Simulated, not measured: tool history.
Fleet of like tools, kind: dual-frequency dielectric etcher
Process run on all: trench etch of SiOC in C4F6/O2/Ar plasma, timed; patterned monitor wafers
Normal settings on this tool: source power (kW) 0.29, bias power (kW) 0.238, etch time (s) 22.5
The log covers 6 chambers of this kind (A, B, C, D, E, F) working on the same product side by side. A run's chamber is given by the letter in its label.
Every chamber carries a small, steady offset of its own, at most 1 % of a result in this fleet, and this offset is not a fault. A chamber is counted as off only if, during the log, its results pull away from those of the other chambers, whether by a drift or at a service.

run	hour	source power (kW)	bias power (kW)	etch time (s)	hours since the last wet clean	hours since the last source power generator calibration	hours since the last bias power generator calibration	read-back reference wafer on the same gauge, depth_nm	mean etch depth across the wafer (nm)
1D	5.9	0.29	0.238	22.5	482.7	2265.1	2399.6	50.192	45.066
2F	10.2	0.29	0.238	22.5	217.7	120.5	539.8	50.221	44.891
3B	14.3	0.29	0.238	22.5	416.4	1937.6	1997.1	50.204	45.1
4E	17.8	0.29	0.238	22.5	362.6	1334.7	1331.7	50.228	45.239
5C	20.6	0.29	0.238	22.5	278.2	1260.1	2133	50.216	45.552
# hour 24: chamber E: wet clean of the chamber
6A	24.2	0.29	0.238	22.5	294.3	712.4	782.7	50.203	45.247
7D	29.2	0.29	0.238	22.5	506	2288.4	2422.9	50.21	45.171
8B	33.8	0.29	0.238	22.5	435.9	1957.1	2016.6	50.217	45.24
9A	36.4	0.29	0.238	22.5	306.5	724.6	794.9	50.235	44.846
10C	40	0.29	0.238	20	297.6	1279.5	2152.4	50.209	40.277
11E	45.1	0.29	0.238	20	21.1	1362	1359	50.178	40.048
12F	49.1	0.29	0.238	20	256.6	159.4	578.7	50.192	40.201
# hour 51.4: chamber D: wet clean of the chamber
13B	52.2	0.29	0.238	20	454.3	1975.5	2035	50.145	40.063
14D	56.8	0.29	0.238	20	5.5	2316	2450.5	50.194	41.396
15C	60.1	0.29	0.238	20	317.7	1299.6	2172.5	50.246	40.613
16A	64.9	0.29	0.238	22.5	335	753.1	823.4	50.189	45.392
17E	69.7	0.29	0.238	22.5	45.7	1386.6	1383.6	50.183	45.26
18F	73.3	0.29	0.238	16.5	280.8	183.6	602.9	50.235	33.108
19F	76.6	0.29	0.238	16.5	284.1	186.9	606.2	50.205	33.089
20B	80.8	0.29	0.238	16.5	482.9	2004.1	2063.6	50.225	33.082
21D	85.2	0.29	0.238	16.5	33.9	2344.4	2478.9	50.179	33.908
22E	88.3	0.29	0.238	16.5	64.3	1405.2	1402.2	50.202	33.202
23A	92.6	0.29	0.238	16.5	362.7	780.8	851.1	50.165	33.234
24C	97.2	0.29	0.238	22.5	354.8	1336.7	2209.6	50.181	45.347
25D	101.3	0.34	0.238	22.5	50	2360.5	2495	50.188	48.983
26A	106.6	0.34	0.238	22.5	376.7	794.8	865.1	50.233	48.057
27E	109.8	0.34	0.238	22.5	85.8	1426.7	1423.7	50.216	48.576
28F	112.6	0.34	0.238	22.5	320.1	222.9	642.2	50.202	47.892
29C	117.7	0.34	0.238	22.5	375.3	1357.2	2230.1	50.214	48.457
30B	123.6	0.34	0.238	22.5	525.7	2046.9	2106.4	50.255	47.726
31E	128.6	0.29	0.238	22.5	104.6	1445.5	1442.5	50.195	45.663
32D	132.9	0.29	0.238	22.5	81.6	2392.1	2526.6	50.207	46.213
33C	137.8	0.29	0.238	22.5	395.4	1377.3	2250.2	50.158	45.641
34A	141.6	0.29	0.238	22.5	411.7	829.8	900.1	50.17	45.29
35F	147	0.29	0.238	22.5	354.5	257.3	676.6	50.195	45.02
36B	151.5	0.29	0.238	22.5	553.6	2074.8	2134.3	50.182	44.943
37F	155.9	0.29	0.238	22.5	363.4	266.2	685.5	50.224	45.295
38E	161.3	0.29	0.238	22.5	137.3	1478.2	1475.2	50.182	45.217
39C	164.3	0.29	0.238	22.5	421.9	1403.8	2276.7	50.177	45.19

One chamber off, gauge drift, or nothing amiss beyond the chambers' own small offsets? If it is a chamber, which one, and what is the likeliest cause?

After it was serviced, chamber D no longer matches the other chambers.
Cause: etch rate over this chamber's usual, % = 2.73.

Which of the 4 candidates below, each the usual settings with something changed and its results left as question marks, puts chamber D back in line with what the other chambers give on the usual settings?
Counts as in line when no further than this from what the other chambers average on the usual settings: mean etch depth across the wafer (nm) 0.63
40D-1	168.6	0.29	0.237	22					?
40D-2	168.6	0.29	0.239	23					?
40D-3	168.6	0.31	0.253	22.5					?
40D-4	168.6	0.29	0.236	21.5					?

The other chambers' mean on the usual settings: mean etch depth across the wafer (nm) 45.227
run	mean etch depth across the wafer (nm)
40D-1	45.191
40D-2	47.383
40D-3	48.494
40D-4	44.099
40D-1 is the one that brings the chamber's results back in line with the other chambers.

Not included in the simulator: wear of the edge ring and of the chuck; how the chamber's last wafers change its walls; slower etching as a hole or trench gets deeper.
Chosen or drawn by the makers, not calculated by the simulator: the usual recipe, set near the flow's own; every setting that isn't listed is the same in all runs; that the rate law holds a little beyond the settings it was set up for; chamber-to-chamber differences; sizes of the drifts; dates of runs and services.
